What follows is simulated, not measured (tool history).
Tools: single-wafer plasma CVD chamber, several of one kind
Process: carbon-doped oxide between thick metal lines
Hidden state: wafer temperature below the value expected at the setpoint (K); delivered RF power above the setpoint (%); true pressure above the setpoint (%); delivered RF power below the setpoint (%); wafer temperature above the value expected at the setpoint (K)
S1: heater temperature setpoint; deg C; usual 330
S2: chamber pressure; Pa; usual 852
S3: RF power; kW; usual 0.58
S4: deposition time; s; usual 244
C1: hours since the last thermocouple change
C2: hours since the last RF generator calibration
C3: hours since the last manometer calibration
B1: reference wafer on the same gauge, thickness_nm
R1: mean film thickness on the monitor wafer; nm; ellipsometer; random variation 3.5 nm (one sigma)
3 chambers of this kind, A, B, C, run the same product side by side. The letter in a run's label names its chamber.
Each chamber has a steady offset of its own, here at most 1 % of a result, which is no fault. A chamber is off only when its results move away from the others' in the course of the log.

{"run": "1C", "hour": 7.2, "S1": 330, "S2": 852, "S3": 0.58, "S4": 244, "C1": 343.3, "C2": 1806.3, "C3": 283.8, "B1": 1179.6, "R1": 1483.8}
{"run": "2A", "hour": 19.5, "S1": 330, "S2": 852, "S3": 0.58, "S4": 244, "C1": 917.9, "C2": 209, "C3": 638.3, "B1": 1180.6, "R1": 1469.9}
{"run": "3B", "hour": 29.2, "S1": 330, "S2": 852, "S3": 0.58, "S4": 244, "C1": 1750.9, "C2": 160.7, "C3": 346.7, "B1": 1180.2, "R1": 1463.1}
{"run": "4B", "hour": 39.6, "S1": 330, "S2": 852, "S3": 0.58, "S4": 244, "C1": 1761.3, "C2": 171.1, "C3": 357.1, "B1": 1180.7, "R1": 1461.6}
{"run": "5A", "hour": 48.6, "S1": 330, "S2": 852, "S3": 0.58, "S4": 244, "C1": 947, "C2": 238.1, "C3": 667.4, "B1": 1180.2, "R1": 1467.2}
{"run": "6C", "hour": 60.5, "S1": 330, "S2": 852, "S3": 0.58, "S4": 244, "C1": 396.6, "C2": 1859.6, "C3": 337.1, "B1": 1178.9, "R1": 1480}
{"run": "7A", "hour": 66.8, "S1": 330, "S2": 852, "S3": 0.58, "S4": 244, "C1": 965.2, "C2": 256.3, "C3": 685.6, "B1": 1179.5, "R1": 1477.9}
{"run": "8B", "hour": 79.0, "S1": 330, "S2": 852, "S3": 0.58, "S4": 244, "C1": 1800.7, "C2": 210.5, "C3": 396.5, "B1": 1179.7, "R1": 1473.4}
{"run": "9C", "hour": 85.3, "S1": 330, "S2": 852, "S3": 0.58, "S4": 244, "C1": 421.4, "C2": 1884.4, "C3": 361.9, "B1": 1180.3, "R1": 1478.7}
{"run": "10B", "hour": 93.1, "S1": 330, "S2": 852, "S3": 0.58, "S4": 244, "C1": 1814.8, "C2": 224.6, "C3": 410.6, "B1": 1179.8, "R1": 1467.7}
{"run": "11A", "hour": 104.7, "S1": 330, "S2": 852, "S3": 0.58, "S4": 244, "C1": 1003.1, "C2": 294.2, "C3": 723.5, "B1": 1180.3, "R1": 1476.5}
{"run": "12C", "hour": 117.3, "S1": 330, "S2": 852, "S3": 0.645, "S4": 244, "C1": 453.4, "C2": 1916.4, "C3": 393.9, "B1": 1180.4, "R1": 1577.3}
{"run": "13B", "hour": 126.8, "S1": 330, "S2": 852, "S3": 0.645, "S4": 244, "C1": 1848.5, "C2": 258.3, "C3": 444.3, "B1": 1179.8, "R1": 1566}
{"run": "14A", "hour": 132.7, "S1": 330, "S2": 852, "S3": 0.645, "S4": 244, "C1": 1031.1, "C2": 322.2, "C3": 751.5, "B1": 1179.8, "R1": 1570.7}
{"run": "15C", "hour": 145.4, "S1": 330, "S2": 852, "S3": 0.58, "S4": 244, "C1": 481.5, "C2": 1944.5, "C3": 422, "B1": 1180.5, "R1": 1476}
{"run": "16C", "hour": 155.8, "S1": 330, "S2": 852, "S3": 0.58, "S4": 244, "C1": 491.9, "C2": 1954.9, "C3": 432.4, "B1": 1179.6, "R1": 1477.6}
{"run": "17A", "hour": 164.9, "S1": 330, "S2": 852, "S3": 0.58, "S4": 244, "C1": 1063.3, "C2": 354.4, "C3": 783.7, "B1": 1179.7, "R1": 1479.1}
{"run": "18B", "hour": 177.8, "S1": 330, "S2": 852, "S3": 0.58, "S4": 244, "C1": 1899.5, "C2": 309.3, "C3": 495.3, "B1": 1180, "R1": 1464.7}
{"run": "19B", "hour": 186.8, "S1": 330, "S2": 852, "S3": 0.58, "S4": 244, "C1": 1908.5, "C2": 318.3, "C3": 504.3, "B1": 1179.7, "R1": 1472.1}
{"run": "20C", "hour": 198.5, "S1": 330, "S2": 852, "S3": 0.58, "S4": 244, "C1": 534.6, "C2": 1997.6, "C3": 475.1, "B1": 1180, "R1": 1477.7}
{"hour": 205.8, "done": "chamber C: RF generator calibrated"}
{"run": "21A", "hour": 210.5, "S1": 326, "S2": 852, "S3": 0.58, "S4": 225, "C1": 1108.9, "C2": 400, "C3": 829.3, "B1": 1179.9, "R1": 1376.2}
{"run": "22A", "hour": 221.8, "S1": 326, "S2": 852, "S3": 0.58, "S4": 225, "C1": 1120.2, "C2": 411.3, "C3": 840.6, "B1": 1180.2, "R1": 1382.2}
{"run": "23C", "hour": 231.7, "S1": 326, "S2": 852, "S3": 0.58, "S4": 225, "C1": 567.8, "C2": 26, "C3": 508.3, "B1": 1179.8, "R1": 1382.5}
{"run": "24B", "hour": 242.7, "S1": 330, "S2": 852, "S3": 0.58, "S4": 244, "C1": 1964.4, "C2": 374.2, "C3": 560.2, "B1": 1180.1, "R1": 1454.5}
{"run": "25C", "hour": 252.0, "S1": 330, "S2": 852, "S3": 0.58, "S4": 244, "C1": 588.1, "C2": 46.3, "C3": 528.6, "B1": 1180, "R1": 1481.9}
{"run": "26A", "hour": 260.0, "S1": 330, "S2": 852, "S3": 0.58, "S4": 244, "C1": 1158.4, "C2": 449.5, "C3": 878.8, "B1": 1180.6, "R1": 1479.2}
{"run": "27B", "hour": 271.0, "S1": 330, "S2": 852, "S3": 0.58, "S4": 244, "C1": 1992.7, "C2": 402.5, "C3": 588.5, "B1": 1179.5, "R1": 1456.3}
{"run": "28C", "hour": 278.6, "S1": 330, "S2": 852, "S3": 0.58, "S4": 244, "C1": 614.7, "C2": 72.9, "C3": 555.2, "B1": 1179.9, "R1": 1476.7}
{"run": "29B", "hour": 287.8, "S1": 330, "S2": 852, "S3": 0.58, "S4": 244, "C1": 2009.5, "C2": 419.3, "C3": 605.3, "B1": 1179.5, "R1": 1452.6}
{"run": "30A", "hour": 296.9, "S1": 330, "S2": 973, "S3": 0.58, "S4": 244, "C1": 1195.3, "C2": 486.4, "C3": 915.7, "B1": 1180.3, "R1": 1494}
{"run": "31A", "hour": 308.0, "S1": 330, "S2": 973, "S3": 0.58, "S4": 244, "C1": 1206.4, "C2": 497.5, "C3": 926.8, "B1": 1179.8, "R1": 1488.8}
{"run": "32C", "hour": 315.9, "S1": 330, "S2": 973, "S3": 0.58, "S4": 244, "C1": 652, "C2": 110.2, "C3": 592.5, "B1": 1180.5, "R1": 1497.8}
{"run": "33B", "hour": 327.7, "S1": 330, "S2": 852, "S3": 0.58, "S4": 244, "C1": 2049.4, "C2": 459.2, "C3": 645.2, "B1": 1180.4, "R1": 1446.1}

All 3 chambers run these settings next. Forecast each chamber's results:
{"run": "34A", "hour": 336.9, "S1": 330, "S2": 852, "S3": 0.58, "S4": 244, "R1": "?"}
{"run": "34B", "hour": 336.9, "S1": 330, "S2": 852, "S3": 0.58, "S4": 244, "R1": "?"}
{"run": "34C", "hour": 336.9, "S1": 330, "S2": 852, "S3": 0.58, "S4": 244, "R1": "?"}

run=34A R1=1469.8
run=34B R1=1453.5
run=34C R1=1477.5
